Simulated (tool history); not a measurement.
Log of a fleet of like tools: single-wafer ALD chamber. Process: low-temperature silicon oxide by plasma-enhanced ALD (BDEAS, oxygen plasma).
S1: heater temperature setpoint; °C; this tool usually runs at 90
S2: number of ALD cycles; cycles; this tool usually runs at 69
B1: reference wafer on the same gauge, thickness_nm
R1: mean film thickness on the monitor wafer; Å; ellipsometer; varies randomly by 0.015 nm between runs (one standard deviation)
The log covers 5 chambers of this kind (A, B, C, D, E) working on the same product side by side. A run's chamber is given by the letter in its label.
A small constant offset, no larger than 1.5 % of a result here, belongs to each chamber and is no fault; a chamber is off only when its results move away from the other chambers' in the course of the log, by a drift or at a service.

run,hour,S1,S2,B1,R1
1E,10.5,90,69,11.102,102.52
2A,20.8,90,69,11.104,102.5
3C,32.2,90,69,11.103,101.15
4B,39.9,90,69,11.108,103.1
5D,49.4,90,69,11.108,102.04
6A,58.3,90,69,11.105,102.98
7B,68,90,69,11.111,103.18
8E,76.5,90,69,11.115,102.8
9D,87.2,90,69,11.117,102.22
10C,94.4,90,69,11.111,101.03
11A,104.3,90,69,11.119,102.54
12C,109.6,97,62,11.122,88.853
13D,116.6,97,62,11.123,89.298
14E,127.7,97,62,11.126,90.163
15B,138.3,97,62,11.122,90.473
16A,149,97,62,11.128,90.059
# hour 151.1: chamber E: thermocouple changed; heater temperature recalibrated
17B,158.7,90,69,11.132,102.98
18C,169.7,90,69,11.128,101.19
19D,175.8,80,77,11.134,117.84
20E,184.4,80,77,11.131,118.76
21A,193.9,80,77,11.134,118.57
22D,205.1,80,77,11.136,117.81
# hour 213.9: chamber A: thermocouple changed; heater temperature recalibrated
23C,214.3,80,77,11.139,116.8
24E,224.8,90,69,11.143,102.91
25B,234.2,90,69,11.14,103.24
26A,243.7,90,69,11.144,102.66
27B,249.5,90,69,11.148,103.58
28D,256.6,90,69,11.147,102.28
29C,263.8,90,69,11.146,101.13
30E,270,90,69,11.148,102.83
31B,280.2,90,69,11.152,103.2
32A,287.1,90,69,11.154,102.85
33D,293,90,69,11.156,102.67
34E,302.1,90,69,11.154,102.86
35C,311.9,90,69,11.155,101.53
36D,317.5,90,69,11.159,102.6
37B,326.1,90,69,11.159,103.5
38C,336.1,90,69,11.161,101.64
39E,347.9,90,69,11.169,103.03
40A,354.6,90,69,11.166,103.01
41D,363.1,90,69,11.169,102.39

One chamber off, gauge drift, or nothing amiss beyond the chambers' own small offsets? If it is a chamber, which one, and what is the likeliest cause?

None of the chambers is off. What moves is the gauge, dragging all their readings along together.
Most likely cause: gauge reads high (%) = 0.613.
